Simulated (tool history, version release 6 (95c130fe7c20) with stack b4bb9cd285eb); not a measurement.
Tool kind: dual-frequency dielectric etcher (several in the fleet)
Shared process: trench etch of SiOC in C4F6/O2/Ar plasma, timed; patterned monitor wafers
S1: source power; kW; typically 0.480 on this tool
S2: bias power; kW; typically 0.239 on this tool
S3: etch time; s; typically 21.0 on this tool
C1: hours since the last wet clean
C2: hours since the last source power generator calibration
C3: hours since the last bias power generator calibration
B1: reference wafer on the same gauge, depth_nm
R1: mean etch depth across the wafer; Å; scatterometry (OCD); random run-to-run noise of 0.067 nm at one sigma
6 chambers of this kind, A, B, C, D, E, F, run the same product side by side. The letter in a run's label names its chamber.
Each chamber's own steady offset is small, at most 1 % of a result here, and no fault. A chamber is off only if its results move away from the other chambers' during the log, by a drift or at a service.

run 1E day=0.138 | S1=0.480 S2=0.239 S3=21.0 | C1=427.9 C2=2079.6 C3=916.4 | B1=46.997 | R1=510.09
run 2F day=0.350 | S1=0.480 S2=0.239 S3=21.0 | C1=382.0 C2=3317.7 C3=1413.1 | B1=46.981 | R1=514.34
run 3C day=0.488 | S1=0.480 S2=0.239 S3=21.0 | C1=168.3 C2=1199.5 C3=1540.4 | B1=46.975 | R1=513.40
run 4B day=0.633 | S1=0.480 S2=0.239 S3=21.0 | C1=49.5 C2=341.0 C3=4308.7 | B1=46.980 | R1=516.91
run 5D day=0.754 | S1=0.480 S2=0.239 S3=21.0 | C1=138.5 C2=2353.9 C3=1631.3 | B1=46.979 | R1=513.44
run 6A day=0.917 | S1=0.480 S2=0.239 S3=21.0 | C1=437.5 C2=1556.9 C3=1808.9 | B1=46.968 | R1=511.50
run 7E day=1.117 | S1=0.480 S2=0.239 S3=21.0 | C1=451.4 C2=2103.1 C3=939.9 | B1=46.976 | R1=509.10
-- day=1.262 chamber F: wet clean of the chamber
run 8F day=1.329 | S1=0.480 S2=0.239 S3=21.0 | C1=1.6 C2=3341.2 C3=1436.6 | B1=46.957 | R1=513.17
run 9D day=1.554 | S1=0.480 S2=0.239 S3=21.0 | C1=157.7 C2=2373.1 C3=1650.5 | B1=46.944 | R1=514.14
run 10A day=1.733 | S1=0.480 S2=0.239 S3=21.0 | C1=457.1 C2=1576.5 C3=1828.5 | B1=46.949 | R1=510.94
run 11B day=1.921 | S1=0.480 S2=0.239 S3=21.0 | C1=80.4 C2=371.9 C3=4339.6 | B1=46.925 | R1=516.82
run 12C day=2.067 | S1=0.480 S2=0.239 S3=21.0 | C1=206.2 C2=1237.4 C3=1578.3 | B1=46.919 | R1=512.92
run 13E day=2.208 | S1=0.480 S2=0.239 S3=21.0 | C1=477.6 C2=2129.3 C3=966.1 | B1=46.909 | R1=509.92
run 14F day=2.421 | S1=0.480 S2=0.239 S3=21.0 | C1=27.8 C2=3367.4 C3=1462.8 | B1=46.919 | R1=513.27
run 15A day=2.542 | S1=0.520 S2=0.239 S3=21.0 | C1=476.5 C2=1595.9 C3=1847.9 | B1=46.898 | R1=527.15
run 16B day=2.650 | S1=0.520 S2=0.239 S3=21.0 | C1=97.9 C2=389.4 C3=4357.1 | B1=46.907 | R1=532.15
run 17C day=2.762 | S1=0.520 S2=0.239 S3=21.0 | C1=222.9 C2=1254.1 C3=1595.0 | B1=46.903 | R1=528.55
run 18D day=2.988 | S1=0.520 S2=0.239 S3=21.0 | C1=192.1 C2=2407.5 C3=1684.9 | B1=46.887 | R1=527.97
run 19C day=3.100 | S1=0.520 S2=0.239 S3=21.0 | C1=231.0 C2=1262.2 C3=1603.1 | B1=46.885 | R1=528.37
run 20E day=3.292 | S1=0.520 S2=0.239 S3=21.0 | C1=503.6 C2=2155.3 C3=992.1 | B1=46.895 | R1=524.50
run 21A day=3.467 | S1=0.480 S2=0.239 S3=21.0 | C1=498.7 C2=1618.1 C3=1870.1 | B1=46.868 | R1=509.91
-- day=3.650 chamber A: wet clean of the chamber
run 22F day=3.692 | S1=0.480 S2=0.272 S3=26.5 | C1=58.3 C2=3397.9 C3=1493.3 | B1=46.860 | R1=673.18
-- day=3.846 chamber E: source power generator calibrated
run 23B day=3.875 | S1=0.480 S2=0.272 S3=26.5 | C1=127.3 C2=418.8 C3=4386.5 | B1=46.876 | R1=680.91
-- day=3.938 chamber E: wet clean of the chamber
run 24D day=4.071 | S1=0.480 S2=0.272 S3=26.5 | C1=218.1 C2=2433.5 C3=1710.9 | B1=46.856 | R1=674.56
run 25C day=4.250 | S1=0.480 S2=0.272 S3=26.5 | C1=258.6 C2=1289.8 C3=1630.7 | B1=46.849 | R1=673.27
run 26F day=4.371 | S1=0.480 S2=0.272 S3=26.5 | C1=74.6 C2=3414.2 C3=1509.6 | B1=46.835 | R1=673.99
run 27E day=4.575 | S1=0.480 S2=0.272 S3=26.5 | C1=15.4 C2=17.6 C3=1022.9 | B1=46.849 | R1=668.00
run 28B day=4.779 | S1=0.480 S2=0.239 S3=21.0 | C1=149.0 C2=440.5 C3=4408.2 | B1=46.838 | R1=515.31
run 29D day=4.946 | S1=0.480 S2=0.239 S3=21.0 | C1=239.1 C2=2454.5 C3=1731.9 | B1=46.817 | R1=512.09
run 30A day=5.129 | S1=0.480 S2=0.239 S3=21.0 | C1=35.6 C2=1658.0 C3=1910.0 | B1=46.808 | R1=509.71
run 31B day=5.296 | S1=0.480 S2=0.239 S3=21.0 | C1=161.4 C2=452.9 C3=4420.6 | B1=46.817 | R1=514.70
run 32C day=5.446 | S1=0.480 S2=0.239 S3=21.0 | C1=287.3 C2=1318.5 C3=1659.4 | B1=46.821 | R1=511.47
run 33E day=5.633 | S1=0.480 S2=0.239 S3=21.0 | C1=40.8 C2=43.0 C3=1048.3 | B1=46.813 | R1=507.15
run 34D day=5.858 | S1=0.480 S2=0.239 S3=21.0 | C1=261.0 C2=2476.4 C3=1753.8 | B1=46.798 | R1=510.50
run 35A day=5.971 | S1=0.480 S2=0.239 S3=21.0 | C1=55.8 C2=1678.2 C3=1930.2 | B1=46.788 | R1=508.41
run 36F day=6.112 | S1=0.480 S2=0.239 S3=24.0 | C1=116.4 C2=3456.0 C3=1551.4 | B1=46.786 | R1=583.76
run 37F day=6.308 | S1=0.480 S2=0.239 S3=24.0 | C1=121.1 C2=3460.7 C3=1556.1 | B1=46.783 | R1=583.24
run 38D day=6.462 | S1=0.480 S2=0.239 S3=24.0 | C1=275.5 C2=2490.9 C3=1768.3 | B1=46.780 | R1=583.81
run 39C day=6.621 | S1=0.480 S2=0.239 S3=24.0 | C1=315.5 C2=1346.7 C3=1687.6 | B1=46.768 | R1=584.46
run 40B day=6.792 | S1=0.480 S2=0.239 S3=24.0 | C1=197.3 C2=488.8 C3=4456.5 | B1=46.746 | R1=587.85
run 41A day=6.900 | S1=0.480 S2=0.239 S3=24.0 | C1=78.1 C2=1700.5 C3=1952.5 | B1=46.743 | R1=581.06
run 42E day=7.062 | S1=0.480 S2=0.239 S3=21.0 | C1=75.1 C2=77.3 C3=1082.6 | B1=46.757 | R1=506.49

Which is it: a chamber that has drifted or been left off by a service, a gauge drift common to all chambers, or only each chamber's usual small offset? If a chamber is off, name it and its likeliest cause.

It is the gauge, not a chamber: its drift shows up in every chamber's results at once, and no chamber is off.
Most likely cause: gauge reads low (%) = 0.534.

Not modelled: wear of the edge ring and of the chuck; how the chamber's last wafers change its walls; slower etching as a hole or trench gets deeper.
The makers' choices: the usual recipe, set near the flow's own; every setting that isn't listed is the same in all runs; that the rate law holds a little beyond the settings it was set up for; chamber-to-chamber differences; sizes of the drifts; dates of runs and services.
